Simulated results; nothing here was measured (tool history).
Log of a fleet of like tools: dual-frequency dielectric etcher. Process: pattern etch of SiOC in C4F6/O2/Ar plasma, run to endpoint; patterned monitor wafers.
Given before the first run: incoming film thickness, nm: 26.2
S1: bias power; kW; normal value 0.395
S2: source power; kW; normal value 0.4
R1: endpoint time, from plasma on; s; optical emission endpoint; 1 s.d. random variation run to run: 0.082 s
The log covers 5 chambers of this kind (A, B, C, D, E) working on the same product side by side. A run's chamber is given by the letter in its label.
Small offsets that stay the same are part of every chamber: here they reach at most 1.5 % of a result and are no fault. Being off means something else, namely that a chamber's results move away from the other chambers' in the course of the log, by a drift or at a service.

run 1A day=0.229 | S1=0.395 S2=0.4 | R1=9.54
-- day=0.458 chamber B: wet clean of the chamber
run 2B day=0.529 | S1=0.395 S2=0.4 | R1=9.6867
run 3E day=0.758 | S1=0.395 S2=0.4 | R1=9.5818
run 4D day=1.046 | S1=0.395 S2=0.4 | R1=9.5369
run 5C day=1.354 | S1=0.395 S2=0.4 | R1=9.711
run 6C day=1.588 | S1=0.395 S2=0.4 | R1=9.7271
run 7A day=1.904 | S1=0.395 S2=0.4 | R1=9.6865
run 8D day=2.108 | S1=0.395 S2=0.4 | R1=9.5153
run 9B day=2.375 | S1=0.395 S2=0.4 | R1=9.6505
run 10E day=2.608 | S1=0.395 S2=0.31 | R1=10.658
run 11C day=2.942 | S1=0.395 S2=0.31 | R1=10.729
run 12E day=3.192 | S1=0.395 S2=0.31 | R1=10.516
run 13A day=3.425 | S1=0.395 S2=0.31 | R1=10.545
run 14D day=3.65 | S1=0.395 S2=0.31 | R1=10.567
run 15B day=3.975 | S1=0.432 S2=0.4 | R1=9.2588
run 16D day=4.258 | S1=0.432 S2=0.4 | R1=9.2718
run 17B day=4.479 | S1=0.432 S2=0.4 | R1=9.3663
run 18C day=4.654 | S1=0.432 S2=0.4 | R1=9.3932
run 19A day=4.975 | S1=0.432 S2=0.4 | R1=9.3628
run 20E day=5.212 | S1=0.395 S2=0.4 | R1=9.5358
run 21B day=5.488 | S1=0.395 S2=0.4 | R1=9.7419
run 22A day=5.821 | S1=0.395 S2=0.4 | R1=9.6431
run 23E day=6.117 | S1=0.395 S2=0.4 | R1=9.6203
run 24D day=6.292 | S1=0.395 S2=0.4 | R1=9.519
run 25C day=6.579 | S1=0.395 S2=0.4 | R1=9.7758
run 26E day=6.838 | S1=0.395 S2=0.33 | R1=10.225
run 27C day=7.121 | S1=0.395 S2=0.33 | R1=10.494
run 28D day=7.338 | S1=0.395 S2=0.33 | R1=10.192
-- day=7.483 chamber D: bias power generator calibrated
run 29B day=7.608 | S1=0.395 S2=0.33 | R1=10.47
run 30A day=7.933 | S1=0.395 S2=0.33 | R1=10.254
run 31D day=8.192 | S1=0.395 S2=0.5 | R1=8.8554
run 32B day=8.492 | S1=0.395 S2=0.5 | R1=8.9649
run 33A day=8.742 | S1=0.395 S2=0.5 | R1=8.8098
run 34C day=9.067 | S1=0.395 S2=0.5 | R1=9.1117
run 35E day=9.242 | S1=0.395 S2=0.5 | R1=8.7633

Has any chamber moved away from the others, gradually or after a service, or does the common gauge drift, or do the chambers differ only by their own small steady offsets? State the chamber and the most likely cause if one applies.

Beyond each chamber's small constant offset nothing stands out, and the gauge stays steady.

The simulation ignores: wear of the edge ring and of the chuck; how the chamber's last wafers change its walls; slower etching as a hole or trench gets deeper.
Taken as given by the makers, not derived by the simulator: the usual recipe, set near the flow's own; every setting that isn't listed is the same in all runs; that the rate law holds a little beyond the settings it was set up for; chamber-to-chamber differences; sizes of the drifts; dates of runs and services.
